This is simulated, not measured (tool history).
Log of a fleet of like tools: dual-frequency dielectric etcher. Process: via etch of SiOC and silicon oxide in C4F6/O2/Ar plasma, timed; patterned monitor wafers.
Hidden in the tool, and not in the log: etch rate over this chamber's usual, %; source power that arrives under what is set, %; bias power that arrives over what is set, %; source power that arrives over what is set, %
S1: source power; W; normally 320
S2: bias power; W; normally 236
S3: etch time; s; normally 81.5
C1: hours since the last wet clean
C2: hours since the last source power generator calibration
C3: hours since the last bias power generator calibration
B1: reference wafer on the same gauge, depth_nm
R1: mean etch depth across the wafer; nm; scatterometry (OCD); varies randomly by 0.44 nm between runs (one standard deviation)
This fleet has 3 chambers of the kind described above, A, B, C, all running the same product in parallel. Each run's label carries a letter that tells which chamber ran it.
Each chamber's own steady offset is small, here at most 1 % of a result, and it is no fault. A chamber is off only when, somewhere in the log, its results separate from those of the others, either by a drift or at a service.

run,day,S1,S2,S3,C1,C2,C3,B1,R1
1B,0.133,320,236,81.5,261.1,1078.2,2919.7,77.431,92.197
2C,0.279,320,236,81.5,381.4,1034,1795.7,77.287,91.871
3A,0.383,320,236,81.5,516.6,993.5,1088.4,77.444,92.042
4B,0.571,320,236,81.5,271.6,1088.7,2930.2,77.446,92.219
# day 0.646: chamber A: wet clean of the chamber
5C,0.779,320,236,81.5,393.4,1046,1807.7,77.394,93.272
6A,0.983,320,236,81.5,8.2,1007.9,1102.8,77.456,92.92
7C,1.15,320,236,81.5,402.3,1054.9,1816.6,77.334,91.978
8A,1.354,320,236,81.5,17.1,1016.8,1111.7,77.424,92.294
9B,1.5,320,236,81.5,293.9,1111,2952.5,77.279,91.802
10A,1.675,320,236,92.5,24.8,1024.5,1119.4,77.487,105.35
11B,1.862,320,236,92.5,302.6,1119.7,2961.2,77.346,104.27
12C,1.983,320,236,92.5,422.3,1074.9,1836.6,77.406,104.64
13A,2.142,260,272,81.5,36,1035.7,1130.6,77.361,89.637
# day 2.217: chamber B: wet clean of the chamber
14C,2.35,260,272,81.5,431.1,1083.7,1845.4,77.388,90.177
15B,2.5,260,272,81.5,6.9,1135,2976.5,77.352,93.087
16C,2.696,270,236,81.5,439.4,1092,1853.7,77.454,86.556
17A,2.9,270,236,81.5,54.2,1053.9,1148.8,77.396,86.508
18B,3.108,270,236,81.5,21.5,1149.6,2991.1,77.401,89.68
19B,3.208,320,236,81.5,23.9,1152,2993.5,77.463,95.587
20C,3.421,320,236,81.5,456.8,1109.4,1871.1,77.429,92.621
21A,3.588,320,236,81.5,70.7,1070.4,1165.3,77.503,91.786

Which is it: a chamber that has drifted or been left off by a service, a gauge drift common to all chambers, or only each chamber's usual small offset? If a chamber is off, name it and its likeliest cause.

After it was serviced, chamber B no longer matches the other chambers.
Most likely cause: etch rate over this chamber's usual, % = 4.39.

Which of the 4 candidates below, each the usual settings with something changed and its results left as question marks, puts chamber B back in line with what the other chambers give on the usual settings?
To be in line, a result may differ from the other chambers' mean on the usual settings by at most: R1 1.5 nm
22B-1,3.742,320,236,84.5,,,,,?
22B-2,3.742,320,236,78.5,,,,,?
22B-3,3.742,320,233,76.5,,,,,?
22B-4,3.742,380,236,81.5,,,,,?

Usual-settings mean across the other chambers: R1 92.289 nm
run,R1
22B-1,99.564
22B-2,92.494
22B-3,89.736
22B-4,102.54
22B-2 is the one that brings the chamber's results back in line with the other chambers.

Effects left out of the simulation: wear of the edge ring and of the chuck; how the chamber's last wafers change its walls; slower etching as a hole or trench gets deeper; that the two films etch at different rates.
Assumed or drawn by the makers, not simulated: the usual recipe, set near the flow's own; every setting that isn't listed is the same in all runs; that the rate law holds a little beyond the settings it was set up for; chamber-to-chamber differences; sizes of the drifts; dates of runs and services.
